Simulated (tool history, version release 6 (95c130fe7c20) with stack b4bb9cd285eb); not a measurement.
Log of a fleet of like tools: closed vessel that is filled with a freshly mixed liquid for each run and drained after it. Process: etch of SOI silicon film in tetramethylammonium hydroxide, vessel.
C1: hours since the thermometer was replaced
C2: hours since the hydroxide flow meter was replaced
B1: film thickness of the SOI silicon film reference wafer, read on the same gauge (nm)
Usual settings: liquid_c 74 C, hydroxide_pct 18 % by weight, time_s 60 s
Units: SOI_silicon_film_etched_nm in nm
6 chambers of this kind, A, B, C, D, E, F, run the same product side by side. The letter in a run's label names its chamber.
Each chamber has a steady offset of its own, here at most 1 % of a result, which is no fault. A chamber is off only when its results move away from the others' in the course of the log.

run 1F day=0.167 | liquid_c=74 hydroxide_pct=18 time_s=60 | C1=516.1 C2=190 | B1=140 | SOI_silicon_film_etched_nm=441.03
run 2D day=0.3 | liquid_c=74 hydroxide_pct=18 time_s=60 | C1=688.5 C2=558.7 | B1=139.99 | SOI_silicon_film_etched_nm=439.63
run 3B day=0.558 | liquid_c=74 hydroxide_pct=18 time_s=60 | C1=838.2 C2=281.7 | B1=140.02 | SOI_silicon_film_etched_nm=445.05
run 4A day=0.796 | liquid_c=74 hydroxide_pct=18 time_s=60 | C1=1357.9 C2=385 | B1=139.99 | SOI_silicon_film_etched_nm=444.86
run 5E day=0.912 | liquid_c=74 hydroxide_pct=18 time_s=60 | C1=910.3 C2=798 | B1=140.01 | SOI_silicon_film_etched_nm=444.97
run 6C day=1.171 | liquid_c=74 hydroxide_pct=18 time_s=60 | C1=273.4 C2=1162.2 | B1=140.02 | SOI_silicon_film_etched_nm=436.79
run 7C day=1.388 | liquid_c=74 hydroxide_pct=18 time_s=60 | C1=278.6 C2=1167.4 | B1=139.99 | SOI_silicon_film_etched_nm=436.19
run 8A day=1.592 | liquid_c=74 hydroxide_pct=18 time_s=60 | C1=1377 C2=404.1 | B1=140 | SOI_silicon_film_etched_nm=442.37
run 9F day=1.85 | liquid_c=74 hydroxide_pct=15 time_s=30 | C1=556.5 C2=230.4 | B1=140.04 | SOI_silicon_film_etched_nm=231.74
run 10D day=2.008 | liquid_c=74 hydroxide_pct=15 time_s=30 | C1=729.5 C2=599.7 | B1=139.99 | SOI_silicon_film_etched_nm=237.02
run 11B day=2.271 | liquid_c=74 hydroxide_pct=15 time_s=30 | C1=879.3 C2=322.8 | B1=140.05 | SOI_silicon_film_etched_nm=235.42
run 12E day=2.404 | liquid_c=74 hydroxide_pct=15 time_s=30 | C1=946.1 C2=833.8 | B1=139.97 | SOI_silicon_film_etched_nm=237.63
run 13E day=2.558 | liquid_c=74 hydroxide_pct=15 time_s=30 | C1=949.8 C2=837.5 | B1=140.03 | SOI_silicon_film_etched_nm=239.31
run 14F day=2.704 | liquid_c=74 hydroxide_pct=15 time_s=30 | C1=577 C2=250.9 | B1=139.96 | SOI_silicon_film_etched_nm=233.42
run 15D day=2.892 | liquid_c=74 hydroxide_pct=18 time_s=60 | C1=750.7 C2=620.9 | B1=140.01 | SOI_silicon_film_etched_nm=442.21
run 16A day=3.129 | liquid_c=74 hydroxide_pct=18 time_s=60 | C1=1413.9 C2=441 | B1=140.04 | SOI_silicon_film_etched_nm=444.51
run 17C day=3.383 | liquid_c=74 hydroxide_pct=18 time_s=60 | C1=326.5 C2=1215.3 | B1=140.02 | SOI_silicon_film_etched_nm=442.31
run 18B day=3.638 | liquid_c=74 hydroxide_pct=18 time_s=60 | C1=912.1 C2=355.6 | B1=140 | SOI_silicon_film_etched_nm=438.17
run 19E day=3.854 | liquid_c=74 hydroxide_pct=18 time_s=60 | C1=980.9 C2=868.6 | B1=139.97 | SOI_silicon_film_etched_nm=443.81
run 20C day=4.021 | liquid_c=74 hydroxide_pct=18 time_s=60 | C1=341.8 C2=1230.6 | B1=139.97 | SOI_silicon_film_etched_nm=437.87
run 21A day=4.267 | liquid_c=81.5 hydroxide_pct=23 time_s=60 | C1=1441.2 C2=468.3 | B1=140 | SOI_silicon_film_etched_nm=582.58
-- day=4.338 chamber C: hydroxide flow meter replaced
run 22D day=4.508 | liquid_c=81.5 hydroxide_pct=23 time_s=60 | C1=789.5 C2=659.7 | B1=140.04 | SOI_silicon_film_etched_nm=580.41
run 23B day=4.738 | liquid_c=81.5 hydroxide_pct=23 time_s=60 | C1=938.5 C2=382 | B1=140.02 | SOI_silicon_film_etched_nm=587.5
run 24F day=4.875 | liquid_c=81.5 hydroxide_pct=23 time_s=60 | C1=629.1 C2=303 | B1=140 | SOI_silicon_film_etched_nm=576.05
run 25B day=5.062 | liquid_c=81.5 hydroxide_pct=23 time_s=60 | C1=946.3 C2=389.8 | B1=140.01 | SOI_silicon_film_etched_nm=581.18
run 26E day=5.262 | liquid_c=81.5 hydroxide_pct=23 time_s=60 | C1=1014.7 C2=902.4 | B1=140.02 | SOI_silicon_film_etched_nm=591.77
run 27F day=5.421 | liquid_c=74 hydroxide_pct=18 time_s=60 | C1=642.2 C2=316.1 | B1=139.99 | SOI_silicon_film_etched_nm=433.22
run 28D day=5.688 | liquid_c=74 hydroxide_pct=18 time_s=60 | C1=817.8 C2=688 | B1=140.01 | SOI_silicon_film_etched_nm=445.05
run 29A day=5.912 | liquid_c=78.5 hydroxide_pct=18 time_s=40 | C1=1480.7 C2=507.8 | B1=140.01 | SOI_silicon_film_etched_nm=378.71
run 30C day=6.15 | liquid_c=78.5 hydroxide_pct=18 time_s=40 | C1=392.9 C2=43.5 | B1=140.02 | SOI_silicon_film_etched_nm=377.61
run 31A day=6.325 | liquid_c=78.5 hydroxide_pct=18 time_s=40 | C1=1490.6 C2=517.7 | B1=139.99 | SOI_silicon_film_etched_nm=381.45
run 32E day=6.542 | liquid_c=78.5 hydroxide_pct=18 time_s=40 | C1=1045.4 C2=933.1 | B1=140 | SOI_silicon_film_etched_nm=388.02
run 33C day=6.75 | liquid_c=78.5 hydroxide_pct=18 time_s=40 | C1=407.3 C2=57.9 | B1=140.01 | SOI_silicon_film_etched_nm=379.73
run 34D day=6.958 | liquid_c=78.5 hydroxide_pct=18 time_s=40 | C1=848.3 C2=718.5 | B1=140.02 | SOI_silicon_film_etched_nm=377.59
run 35B day=7.208 | liquid_c=74 hydroxide_pct=18 time_s=60 | C1=997.8 C2=441.3 | B1=140.03 | SOI_silicon_film_etched_nm=437.32
run 36F day=7.408 | liquid_c=74 hydroxide_pct=18 time_s=60 | C1=689.9 C2=363.8 | B1=140.03 | SOI_silicon_film_etched_nm=436.68
run 37A day=7.571 | liquid_c=79.5 hydroxide_pct=13.5 time_s=60 | C1=1520.5 C2=547.6 | B1=140.03 | SOI_silicon_film_etched_nm=686.55
run 38D day=7.696 | liquid_c=79.5 hydroxide_pct=13.5 time_s=60 | C1=866 C2=736.2 | B1=140.04 | SOI_silicon_film_etched_nm=674.58

Next, every chamber runs the same settings. What will each give?
run 39A day=7.888 | liquid_c=74 hydroxide_pct=18 time_s=60 | SOI_silicon_film_etched_nm=?
run 39B day=7.888 | liquid_c=74 hydroxide_pct=18 time_s=60 | SOI_silicon_film_etched_nm=?
run 39C day=7.888 | liquid_c=74 hydroxide_pct=18 time_s=60 | SOI_silicon_film_etched_nm=?
run 39D day=7.888 | liquid_c=74 hydroxide_pct=18 time_s=60 | SOI_silicon_film_etched_nm=?
run 39E day=7.888 | liquid_c=74 hydroxide_pct=18 time_s=60 | SOI_silicon_film_etched_nm=?
run 39F day=7.888 | liquid_c=74 hydroxide_pct=18 time_s=60 | SOI_silicon_film_etched_nm=?

run=39A SOI_silicon_film_etched_nm=448.73
run=39B SOI_silicon_film_etched_nm=444.29
run=39C SOI_silicon_film_etched_nm=436.69
run=39D SOI_silicon_film_etched_nm=439.51
run=39E SOI_silicon_film_etched_nm=444.67
run=39F SOI_silicon_film_etched_nm=438.64
